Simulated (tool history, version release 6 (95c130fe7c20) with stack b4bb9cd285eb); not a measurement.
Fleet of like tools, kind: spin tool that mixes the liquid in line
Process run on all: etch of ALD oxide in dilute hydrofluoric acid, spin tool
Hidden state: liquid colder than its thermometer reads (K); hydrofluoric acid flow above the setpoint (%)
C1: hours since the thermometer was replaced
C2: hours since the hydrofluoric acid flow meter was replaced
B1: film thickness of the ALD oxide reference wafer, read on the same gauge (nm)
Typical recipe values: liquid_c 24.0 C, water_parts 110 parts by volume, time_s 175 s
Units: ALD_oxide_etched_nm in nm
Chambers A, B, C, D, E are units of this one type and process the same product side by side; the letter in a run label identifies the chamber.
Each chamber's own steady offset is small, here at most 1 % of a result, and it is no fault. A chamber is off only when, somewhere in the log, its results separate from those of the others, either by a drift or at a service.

run 1B hour=4.9 | liquid_c=24.0 water_parts=110 time_s=175 | C1=1953.5 C2=786.8 | B1=49.990 | ALD_oxide_etched_nm=20.705
-- hour=8.3 chamber A: thermometer replaced
run 2A hour=11.1 | liquid_c=24.0 water_parts=110 time_s=175 | C1=2.9 C2=659.4 | B1=49.987 | ALD_oxide_etched_nm=20.240
run 3E hour=15.2 | liquid_c=24.0 water_parts=110 time_s=175 | C1=1107.6 C2=1360.9 | B1=49.993 | ALD_oxide_etched_nm=20.309
run 4C hour=18.8 | liquid_c=24.0 water_parts=110 time_s=175 | C1=525.3 C2=960.8 | B1=50.032 | ALD_oxide_etched_nm=20.285
run 5D hour=22.1 | liquid_c=24.0 water_parts=110 time_s=175 | C1=171.2 C2=1692.9 | B1=50.000 | ALD_oxide_etched_nm=20.590
run 6C hour=28.0 | liquid_c=24.0 water_parts=110 time_s=175 | C1=534.5 C2=970.0 | B1=49.997 | ALD_oxide_etched_nm=20.576
run 7B hour=33.4 | liquid_c=24.0 water_parts=110 time_s=105 | C1=1982.0 C2=815.3 | B1=49.952 | ALD_oxide_etched_nm=12.403
run 8E hour=37.5 | liquid_c=24.0 water_parts=110 time_s=105 | C1=1129.9 C2=1383.2 | B1=50.028 | ALD_oxide_etched_nm=12.295
run 9D hour=41.7 | liquid_c=24.0 water_parts=110 time_s=105 | C1=190.8 C2=1712.5 | B1=50.007 | ALD_oxide_etched_nm=12.203
run 10A hour=45.0 | liquid_c=24.0 water_parts=110 time_s=105 | C1=36.8 C2=693.3 | B1=49.983 | ALD_oxide_etched_nm=12.154
run 11E hour=48.3 | liquid_c=24.0 water_parts=110 time_s=105 | C1=1140.7 C2=1394.0 | B1=49.988 | ALD_oxide_etched_nm=12.396
run 12A hour=54.5 | liquid_c=24.0 water_parts=110 time_s=175 | C1=46.3 C2=702.8 | B1=50.010 | ALD_oxide_etched_nm=20.422
run 13D hour=60.4 | liquid_c=24.0 water_parts=110 time_s=175 | C1=209.5 C2=1731.2 | B1=49.987 | ALD_oxide_etched_nm=20.619
run 14C hour=64.5 | liquid_c=24.0 water_parts=110 time_s=175 | C1=571.0 C2=1006.5 | B1=49.965 | ALD_oxide_etched_nm=20.411
run 15B hour=69.2 | liquid_c=24.0 water_parts=110 time_s=175 | C1=2017.8 C2=851.1 | B1=50.024 | ALD_oxide_etched_nm=21.065
run 16D hour=74.4 | liquid_c=24.0 water_parts=165 time_s=175 | C1=223.5 C2=1745.2 | B1=49.997 | ALD_oxide_etched_nm=12.998
run 17B hour=80.5 | liquid_c=24.0 water_parts=165 time_s=175 | C1=2029.1 C2=862.4 | B1=50.001 | ALD_oxide_etched_nm=13.261
run 18C hour=85.4 | liquid_c=24.0 water_parts=165 time_s=175 | C1=591.9 C2=1027.4 | B1=50.055 | ALD_oxide_etched_nm=12.812
run 19A hour=88.1 | liquid_c=24.0 water_parts=165 time_s=175 | C1=79.9 C2=736.4 | B1=50.014 | ALD_oxide_etched_nm=12.724
run 20E hour=93.2 | liquid_c=24.0 water_parts=165 time_s=175 | C1=1185.6 C2=1438.9 | B1=49.991 | ALD_oxide_etched_nm=12.909
run 21E hour=98.1 | liquid_c=24.0 water_parts=110 time_s=175 | C1=1190.5 C2=1443.8 | B1=50.001 | ALD_oxide_etched_nm=20.375
run 22A hour=103.8 | liquid_c=24.0 water_parts=110 time_s=175 | C1=95.6 C2=752.1 | B1=50.013 | ALD_oxide_etched_nm=20.780
run 23B hour=109.4 | liquid_c=24.0 water_parts=130 time_s=115 | C1=2058.0 C2=891.3 | B1=50.011 | ALD_oxide_etched_nm=12.051
run 24D hour=112.2 | liquid_c=24.0 water_parts=130 time_s=115 | C1=261.3 C2=1783.0 | B1=49.972 | ALD_oxide_etched_nm=10.954
run 25C hour=116.9 | liquid_c=24.0 water_parts=130 time_s=115 | C1=623.4 C2=1058.9 | B1=49.960 | ALD_oxide_etched_nm=11.082
run 26A hour=122.6 | liquid_c=24.0 water_parts=130 time_s=115 | C1=114.4 C2=770.9 | B1=50.003 | ALD_oxide_etched_nm=10.984
run 27E hour=128.3 | liquid_c=24.0 water_parts=130 time_s=115 | C1=1220.7 C2=1474.0 | B1=49.962 | ALD_oxide_etched_nm=11.243
run 28C hour=134.5 | liquid_c=24.0 water_parts=110 time_s=175 | C1=641.0 C2=1076.5 | B1=50.050 | ALD_oxide_etched_nm=20.559
run 29B hour=139.5 | liquid_c=24.0 water_parts=110 time_s=175 | C1=2088.1 C2=921.4 | B1=50.001 | ALD_oxide_etched_nm=22.484
run 30D hour=143.2 | liquid_c=19.5 water_parts=110 time_s=210 | C1=292.3 C2=1814.0 | B1=50.023 | ALD_oxide_etched_nm=20.713

For the next run the whole fleet of 5 chambers uses the same settings. Give each chamber's results:
run 31A hour=147.8 | liquid_c=27.5 water_parts=110 time_s=175 | ALD_oxide_etched_nm=?
run 31B hour=147.8 | liquid_c=27.5 water_parts=110 time_s=175 | ALD_oxide_etched_nm=?
run 31C hour=147.8 | liquid_c=27.5 water_parts=110 time_s=175 | ALD_oxide_etched_nm=?
run 31D hour=147.8 | liquid_c=27.5 water_parts=110 time_s=175 | ALD_oxide_etched_nm=?
run 31E hour=147.8 | liquid_c=27.5 water_parts=110 time_s=175 | ALD_oxide_etched_nm=?

run=31A ALD_oxide_etched_nm=23.570
run=31B ALD_oxide_etched_nm=26.045
run=31C ALD_oxide_etched_nm=23.284
run=31D ALD_oxide_etched_nm=23.495
run=31E ALD_oxide_etched_nm=23.700

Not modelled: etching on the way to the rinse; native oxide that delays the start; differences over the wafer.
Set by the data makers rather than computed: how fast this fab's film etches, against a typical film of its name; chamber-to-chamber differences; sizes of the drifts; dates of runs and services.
